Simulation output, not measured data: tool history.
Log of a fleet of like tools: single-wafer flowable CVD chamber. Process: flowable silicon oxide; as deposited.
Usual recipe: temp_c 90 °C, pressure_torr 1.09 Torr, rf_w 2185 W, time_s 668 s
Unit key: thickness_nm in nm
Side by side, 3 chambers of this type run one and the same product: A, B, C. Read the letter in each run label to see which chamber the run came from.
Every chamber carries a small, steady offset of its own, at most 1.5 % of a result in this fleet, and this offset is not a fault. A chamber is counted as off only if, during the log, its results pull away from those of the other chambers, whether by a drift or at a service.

run	day	temp_c	pressure_torr	rf_w	time_s	read-back reference wafer on the same gauge, thickness_nm	thickness_nm
1A	0.254	90	1.09	2185	668	939.45	843.28
2B	0.479	90	1.09	2185	668	940.59	847.91
3C	0.608	90	1.09	2185	668	939.64	839.56
4A	0.825	90	1.09	2185	668	940.23	840.00
5B	0.954	90	1.09	2185	668	939.54	850.96
6C	1.125	90	1.09	2185	668	940.69	839.65
7C	1.267	90	1.09	2185	668	939.88	836.73
8A	1.496	76	0.93	2185	668	940.18	1044.20
9B	1.700	76	0.93	2185	668	939.56	1052.60
10B	1.871	76	0.93	2185	668	939.74	1052.80
11C	2.012	98	1.09	2405	668	940.54	655.89
12A	2.138	98	1.09	2405	668	940.29	650.55
13B	2.254	98	1.09	2405	668	939.52	659.88
14A	2.450	90	1.09	2185	668	939.71	844.85
15C	2.633	90	1.30	2185	561	939.79	861.28
16C	2.892	90	1.30	2185	561	940.56	864.53
17A	3.092	90	1.30	2185	561	939.35	856.69
18B	3.338	90	1.09	2185	668	939.91	850.95
19A	3.546	90	1.09	2185	668	940.13	842.25
20B	3.729	90	1.09	2185	668	940.17	851.98
21C	3.883	90	1.09	2185	668	940.24	850.62
22A	4.150	90	1.09	2185	668	940.41	839.43
23C	4.379	90	1.09	2185	668	939.85	854.00
24B	4.533	90	1.09	2185	668	940.05	849.30
25B	4.725	90	1.09	2185	668	939.41	845.33
26C	4.862	90	1.09	2185	668	940.36	856.87
27A	5.117	90	1.09	2185	668	939.77	842.57
# day 5.204: chamber B: thermocouple changed; heater temperature recalibrated
28A	5.246	99	1.09	2185	668	940.01	625.27
29C	5.412	99	1.09	2185	668	939.60	636.56
30B	5.633	99	1.09	2185	668	939.58	628.09
31C	5.825	90	1.09	2185	668	939.69	857.35
32A	5.946	90	1.09	2185	668	940.26	843.40
33B	6.075	90	1.09	2185	668	939.74	851.76
34B	6.225	90	1.09	2185	668	939.83	849.82
35A	6.388	90	1.09	2185	668	940.05	842.36
36C	6.604	90	1.09	2390	668	939.36	873.75
37C	6.812	90	1.09	2390	668	939.83	875.31
38A	7.054	90	1.09	2390	668	940.47	855.22
39B	7.225	90	1.09	2185	668	940.74	845.97
40C	7.442	90	1.09	2185	668	939.41	863.91
41B	7.612	90	0.96	2460	668	939.53	743.02

One chamber off, gauge drift, or nothing amiss beyond the chambers' own small offsets? If it is a chamber, which one, and what is the likeliest cause?

One chamber, C, drifts off from the rest bit by bit.
What lies behind it: wafer temperature below the value expected at the setpoint (K) = 1.11.
The log may not tell that from: true pressure above the setpoint (%).

Chamber C could run next with any of the 4 candidate recipes listed below; each alters the usual settings, and their results appear as question marks. Which one brings its results back in line with what the other chambers deliver on the usual settings?
In-line tolerance around the mean of the other chambers on the usual settings: thickness_nm 7.70 nm
42C-1	7.804	90	1.09	2185	685		?
42C-2	7.804	90	1.08	2185	668		?
42C-3	7.804	90	1.10	2185	668		?
42C-4	7.804	90	1.09	2175	652		?

Other chambers, usual settings, mean: thickness_nm 845.78 nm
run	thickness_nm
42C-1	889.50
42C-2	858.43
42C-3	876.44
42C-4	845.90
42C-4 puts the chamber back in line with the other chambers.

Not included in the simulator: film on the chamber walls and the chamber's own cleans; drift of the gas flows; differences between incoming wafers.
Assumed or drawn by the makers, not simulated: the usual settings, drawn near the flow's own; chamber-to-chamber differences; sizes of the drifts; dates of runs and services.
